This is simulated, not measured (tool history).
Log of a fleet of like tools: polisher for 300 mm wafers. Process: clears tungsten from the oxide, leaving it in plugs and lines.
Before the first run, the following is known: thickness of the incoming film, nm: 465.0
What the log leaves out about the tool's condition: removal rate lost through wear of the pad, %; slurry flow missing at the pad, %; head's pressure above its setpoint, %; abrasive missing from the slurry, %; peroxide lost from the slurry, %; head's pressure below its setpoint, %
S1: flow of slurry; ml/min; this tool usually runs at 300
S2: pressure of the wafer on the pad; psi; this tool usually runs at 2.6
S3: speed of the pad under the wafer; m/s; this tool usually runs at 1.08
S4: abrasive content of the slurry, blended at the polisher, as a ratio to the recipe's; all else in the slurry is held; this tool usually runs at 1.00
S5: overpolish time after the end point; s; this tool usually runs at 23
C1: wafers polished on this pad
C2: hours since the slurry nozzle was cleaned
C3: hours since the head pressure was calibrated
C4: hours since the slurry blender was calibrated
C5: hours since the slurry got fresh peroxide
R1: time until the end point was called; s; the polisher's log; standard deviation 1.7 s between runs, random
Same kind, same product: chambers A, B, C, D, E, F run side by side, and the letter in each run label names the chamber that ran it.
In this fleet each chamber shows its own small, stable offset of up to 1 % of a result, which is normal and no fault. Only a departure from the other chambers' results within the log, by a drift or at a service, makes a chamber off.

run	hour	S1	S2	S3	S4	S5	C1	C2	C3	C4	C5	R1
# hour 1.0: chamber B: worn pad replaced by a new one
# hour 1.5: chamber B: slurry tank refilled with fresh slurry and peroxide
# hour 5.4: chamber E: slurry blender recalibrated
1C	6.2	300	2.6	1.08	1.00	23	643	707.8	295.9	31.9	6.3	132.71
# hour 10.3: chamber A: slurry nozzle cleaned
2D	12.6	300	2.6	1.08	1.00	23	229	263.2	329.5	62.2	65.6	131.35
# hour 14.5: chamber B: slurry blender recalibrated
3A	18.3	300	2.6	1.08	1.00	23	1113	8.0	708.7	140.8	18.3	131.61
# hour 18.7: chamber F: worn pad replaced by a new one
# hour 19.6: chamber A: slurry blender recalibrated
4B	24.6	300	2.6	1.08	1.00	23	174	137.2	747.8	10.1	23.1	133.21
5E	33.7	300	2.6	1.08	1.00	23	735	110.6	936.0	28.4	77.3	130.05
# hour 36.5: chamber F: slurry tank refilled with fresh slurry and peroxide
6F	39.5	300	2.6	1.08	1.00	23	153	84.2	279.5	273.8	3.1	131.00
7B	43.8	300	2.6	1.08	1.00	23	316	156.4	767.0	29.3	42.3	132.37
# hour 45.2: chamber C: worn pad replaced by a new one
8F	51.2	300	2.6	1.08	1.00	23	240	95.9	291.2	285.5	14.8	131.81
# hour 52.2: chamber A: worn pad replaced by a new one
# hour 53.2: chamber D: worn pad replaced by a new one
# hour 55.8: chamber E: slurry tank refilled with fresh slurry and peroxide
9A	56.6	300	2.6	1.08	1.00	23	32	46.3	747.0	37.1	56.6	131.61
10E	62.9	300	2.6	0.96	1.00	28	951	139.8	965.2	57.6	7.2	144.04
11C	68.2	300	2.6	0.96	1.00	28	170	769.8	357.9	93.9	68.3	146.65
# hour 76.0: chamber C: slurry tank refilled with fresh slurry and peroxide
# hour 76.0: chamber A: head pressure recalibrated
12D	76.0	300	2.6	0.96	1.00	28	168	326.6	392.9	125.6	129.0	149.12
# hour 81.9: chamber E: worn pad replaced by a new one
13E	85.2	300	2.6	0.96	1.00	28	24	162.1	987.5	79.9	29.5	147.96
14C	91.4	300	2.6	0.96	1.00	28	341	793.0	381.1	117.1	15.4	143.92
# hour 95.4: chamber F: slurry tank refilled with fresh slurry and peroxide
15A	97.4	300	2.6	0.96	1.00	28	333	87.1	21.4	77.9	97.4	146.21
16F	105.4	300	2.6	1.08	1.00	23	640	150.1	345.4	339.7	10.1	131.04
17B	113.3	300	2.6	1.08	1.00	23	829	225.9	836.5	98.8	111.8	132.86
18D	117.8	300	2.6	1.08	1.00	23	477	368.4	434.7	167.4	170.8	134.84
# hour 123.0: chamber A: slurry tank refilled with fresh slurry and peroxide
19E	123.8	300	2.6	1.08	1.00	23	309	200.7	1026.1	118.5	68.1	128.28
# hour 124.0: chamber F: slurry blender recalibrated
# hour 126.0: chamber D: worn pad replaced by a new one
20F	132.5	340	2.6	1.20	1.00	23	840	177.2	372.5	8.5	37.2	116.97
# hour 134.1: chamber C: slurry blender recalibrated
# hour 137.7: chamber F: worn pad replaced by a new one
21C	140.4	340	2.6	1.20	1.00	23	703	842.0	430.1	6.4	64.4	116.64
# hour 142.0: chamber B: worn pad replaced by a new one
22D	147.7	340	2.6	1.20	1.00	23	160	398.3	464.6	197.3	200.7	125.92
23B	152.4	340	2.6	1.20	1.00	23	76	265.0	875.6	137.9	150.9	118.81
# hour 152.7: chamber F: slurry tank refilled with fresh slurry and peroxide
# hour 155.1: chamber A: slurry blender recalibrated
# hour 155.3: chamber E: slurry tank refilled with fresh slurry and peroxide
# hour 157.6: chamber C: slurry tank refilled with fresh slurry and peroxide
24A	161.6	340	2.6	1.20	1.00	23	808	151.3	85.6	6.5	38.7	115.42
25E	166.1	340	2.6	1.20	1.00	23	622	243.0	1068.4	160.8	10.9	116.61
# hour 172.8: chamber B: slurry tank refilled with fresh slurry and peroxide
26A	175.1	300	2.6	1.08	1.00	23	907	164.8	99.1	20.0	52.2	133.63
27F	183.0	300	2.6	1.08	1.00	23	335	227.7	423.0	59.0	30.3	132.66
28B	188.1	300	2.6	1.08	1.00	23	340	300.7	911.3	173.6	15.3	130.91
# hour 195.2: chamber C: worn pad replaced by a new one
29C	195.3	300	2.6	1.08	1.00	23	1	896.9	485.0	61.3	37.7	129.68
# hour 197.5: chamber A: worn pad replaced by a new one
30D	201.4	300	2.6	1.08	1.00	23	557	452.0	518.3	251.0	254.4	141.03
31A	206.3	300	2.6	1.32	0.75	23	65	196.0	130.3	51.2	83.4	114.25
# hour 207.2: chamber E: worn pad replaced by a new one
# hour 208.3: chamber D: worn pad replaced by a new one
# hour 210.0: chamber F: slurry nozzle cleaned
32C	214.6	300	2.6	1.32	0.75	23	144	916.2	504.3	80.6	57.0	114.11
33E	222.7	300	2.6	1.32	0.75	23	114	299.6	1125.0	217.4	67.5	112.51
# hour 223.2: chamber F: slurry tank refilled with fresh slurry and peroxide
34B	229.8	300	2.6	1.32	0.75	23	648	342.4	953.0	215.3	57.0	117.34
35D	237.7	300	2.6	1.32	0.75	23	217	488.3	554.6	287.3	290.7	128.19
36F	244.2	300	2.6	1.32	0.75	23	787	34.3	484.2	120.2	21.1	114.28

All chambers now run identical settings, listed one chamber a line with results as question marks. What results will each chamber show?
37A	250.8	300	2.6	1.08	1.00	23						?
37B	250.8	300	2.6	1.08	1.00	23						?
37C	250.8	300	2.6	1.08	1.00	23						?
37D	250.8	300	2.6	1.08	1.00	23						?
37E	250.8	300	2.6	1.08	1.00	23						?
37F	250.8	300	2.6	1.08	1.00	23						?

run	R1
37A	132.48
37B	130.18
37C	131.47
37D	149.96
37E	129.40
37F	129.42
